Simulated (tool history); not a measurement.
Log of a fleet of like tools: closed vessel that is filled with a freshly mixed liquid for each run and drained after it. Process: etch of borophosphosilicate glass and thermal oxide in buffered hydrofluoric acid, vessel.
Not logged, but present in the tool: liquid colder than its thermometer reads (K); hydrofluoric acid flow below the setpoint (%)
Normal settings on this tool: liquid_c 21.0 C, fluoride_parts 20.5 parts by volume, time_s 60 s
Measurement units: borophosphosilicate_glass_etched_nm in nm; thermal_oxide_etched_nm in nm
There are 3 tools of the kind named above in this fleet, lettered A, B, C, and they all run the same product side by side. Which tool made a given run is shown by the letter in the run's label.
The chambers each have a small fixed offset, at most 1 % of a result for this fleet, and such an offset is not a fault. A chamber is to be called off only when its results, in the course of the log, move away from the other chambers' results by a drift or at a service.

run   hour  liquid_c  fluoride_parts  time_s  hours since the thermometer was replaced  hours since the hydrofluoric acid flow meter was replaced  read-back film thickness of the borophosphosilicate glass reference wafer, read on the same gauge (nm)  read-back film thickness of the thermal oxide reference wafer, read on the same gauge (nm)  borophosphosilicate_glass_etched_nm  thermal_oxide_etched_nm
 1B    2.6      21.0            20.5      60                                     420.4                                                      270.3                                                                                                  110.01                                                                                      90.005                               90.278                   29.510
 2C    6.0      21.0            20.5      60                                    1445.9                                                     1252.6                                                                                                  110.02                                                                                      89.985                               90.921                   29.248
 3A    9.7      21.0            20.5      60                                    1482.0                                                      440.6                                                                                                  109.98                                                                                      90.035                               92.643                   28.816
 4A   12.7      21.0            20.5      60                                    1485.0                                                      443.6                                                                                                  110.03                                                                                      90.036                               90.591                   29.044
 5C   16.4      21.0            20.5      60                                    1456.3                                                     1263.0                                                                                                  110.00                                                                                      90.020                               91.383                   28.651
 6B   20.3      21.0            20.5      60                                     438.1                                                      288.0                                                                                                  110.00                                                                                      89.980                               89.875                   29.265
 7B   25.8      21.0            20.5      60                                     443.6                                                      293.5                                                                                                  109.98                                                                                      90.031                               89.951                   29.330
 8C   31.5      21.0            20.5      60                                    1471.4                                                     1278.1                                                                                                  109.96                                                                                      90.033                               91.336                   29.184
 9A   37.1      21.0            20.5      60                                    1509.4                                                      468.0                                                                                                  110.02                                                                                      89.953                               90.417                   28.925
10A   40.0      21.0            20.5      60                                    1512.3                                                      470.9                                                                                                  110.01                                                                                      89.965                               91.230                   28.423
11C   45.2      21.0            20.5      60                                    1485.1                                                     1291.8                                                                                                  110.01                                                                                      89.984                               92.083                   28.968
12B   48.2      21.0            20.5      60                                     466.0                                                      315.9                                                                                                  110.00                                                                                      90.003                               90.591                   29.364
13C   54.0      21.0            20.5      60                                    1493.9                                                     1300.6                                                                                                  110.00                                                                                      89.991                               92.980                   28.968
14B   56.8      21.0            20.5      60                                     474.6                                                      324.5                                                                                                  110.00                                                                                      89.986                               91.330                   29.596
15A   62.6      21.0            20.5      60                                    1534.9                                                      493.5                                                                                                  110.00                                                                                      90.027                               91.193                   28.830
16A   68.3      21.0            20.5      60                                    1540.6                                                      499.2                                                                                                  110.02                                                                                      89.983                               92.003                   28.768
17C   74.2      21.0            20.5      60                                    1514.1                                                     1320.8                                                                                                  110.03                                                                                      89.991                               91.087                   29.416
18B   79.0      21.0            20.5      90                                     496.8                                                      346.7                                                                                                  110.01                                                                                      89.984                              135.950                   43.606
19C   82.7      21.0            20.5      90                                    1522.6                                                     1329.3                                                                                                  110.01                                                                                      89.997                              135.150                   43.375
20B   86.3      21.0            20.5      90                                     504.1                                                      354.0                                                                                                  109.99                                                                                      90.019                              133.920                   43.838
21A   89.0      21.0            20.5      60                                    1561.3                                                      519.9                                                                                                  109.99                                                                                      89.971                               89.744                   29.173
22B   92.0      21.0            20.5      60                                     509.8                                                      359.7                                                                                                  109.98                                                                                      90.023                               90.507                   29.686
23A   96.6      25.0            15.0      60                                    1568.9                                                      527.5                                                                                                  110.00                                                                                      90.034                              154.310                   48.354
24C  101.3      25.0            15.0      60                                    1541.2                                                     1347.9                                                                                                  109.97                                                                                      89.946                              152.390                   48.778
25B  107.4      25.0            15.0      60                                     525.2                                                      375.1                                                                                                  110.01                                                                                      89.976                              154.460                   48.997
26C  112.0      21.0            20.5      60                                    1551.9                                                     1358.6                                                                                                  110.02                                                                                      90.023                               91.007                   28.877
27A  117.0      21.0            26.0      80                                    1589.3                                                      547.9                                                                                                  110.02                                                                                      90.009                              101.720                   32.730
28A  122.0      21.0            26.0      80                                    1594.3                                                      552.9                                                                                                  109.98                                                                                      89.966                              103.290                   32.858
     126.8  -- chamber C: hydrofluoric acid flow meter replaced
29B  127.5      21.0            26.0      80                                     545.3                                                      395.2                                                                                                  109.98                                                                                      90.009                              104.020                   32.929
30C  132.6      21.0            20.5      60                                    1572.5                                                        5.8                                                                                                  110.01                                                                                      89.979                               91.101                   29.542
31B  136.9      21.0            20.5      60                                     554.7                                                      404.6                                                                                                  110.00                                                                                      90.021                               91.017                   29.186
32C  140.9      21.0            15.0      45                                    1580.8                                                       14.1                                                                                                  109.99                                                                                      90.008                               91.634                   29.503
33A  145.4      21.0            15.0      45                                    1617.7                                                      576.3                                                                                                  110.00                                                                                      90.014                               90.604                   29.604
34C  149.1      21.0            15.0      45                                    1589.0                                                       22.3                                                                                                  110.03                                                                                      90.016                               92.703                   29.496
35B  151.9      21.0            20.5      60                                     569.7                                                      419.6                                                                                                  110.03                                                                                      89.988                               90.885                   29.602
36A  155.9      21.0            20.5      60                                    1628.2                                                      586.8                                                                                                  110.01                                                                                      90.022                               90.485                   28.678
37A  158.8      21.0            20.5      60                                    1631.1                                                      589.7                                                                                                  109.99                                                                                      90.028                               90.607                   29.184
     159.8  -- chamber A: hydrofluoric acid flow meter replaced
38B  161.9      17.5            18.0      60                                     579.7                                                      429.6                                                                                                  109.99                                                                                      90.020                               84.343                   26.697
39C  166.8      17.5            18.0      60                                    1606.7                                                       40.0                                                                                                  109.98                                                                                      90.012                               85.376                   26.786
40A  172.9      17.5            18.0      60                                    1645.2                                                       13.2                                                                                                  110.01                                                                                      89.961                               85.127                   27.010
41C  178.9      21.0            20.5      60                                    1618.8                                                       52.1                                                                                                  109.98                                                                                      90.017                               91.106                   29.107
42B  184.5      21.0            20.5      60                                     602.3                                                      452.2                                                                                                  110.01                                                                                      90.029                               90.764                   29.295
43C  190.6      21.0            20.5      60                                    1630.5                                                       63.8                                                                                                  110.01                                                                                      89.982                               90.580                   28.587
44A  194.0      21.0            20.5      60                                    1666.3                                                       34.3                                                                                                  110.01                                                                                      89.977                               91.056                   29.345

Next, every chamber runs the same settings. What will each give?
45A  198.3      21.0            20.5      60                                                                                                                                                                                                                                                                                                                                             ?                        ?
45B  198.3      21.0            20.5      60                                                                                                                                                                                                                                                                                                                                             ?                        ?
45C  198.3      21.0            20.5      60                                                                                                                                                                                                                                                                                                                                             ?                        ?

run  borophosphosilicate_glass_etched_nm  thermal_oxide_etched_nm
45A                               91.584                   28.740
45B                               90.512                   29.637
45C                               92.525                   29.047
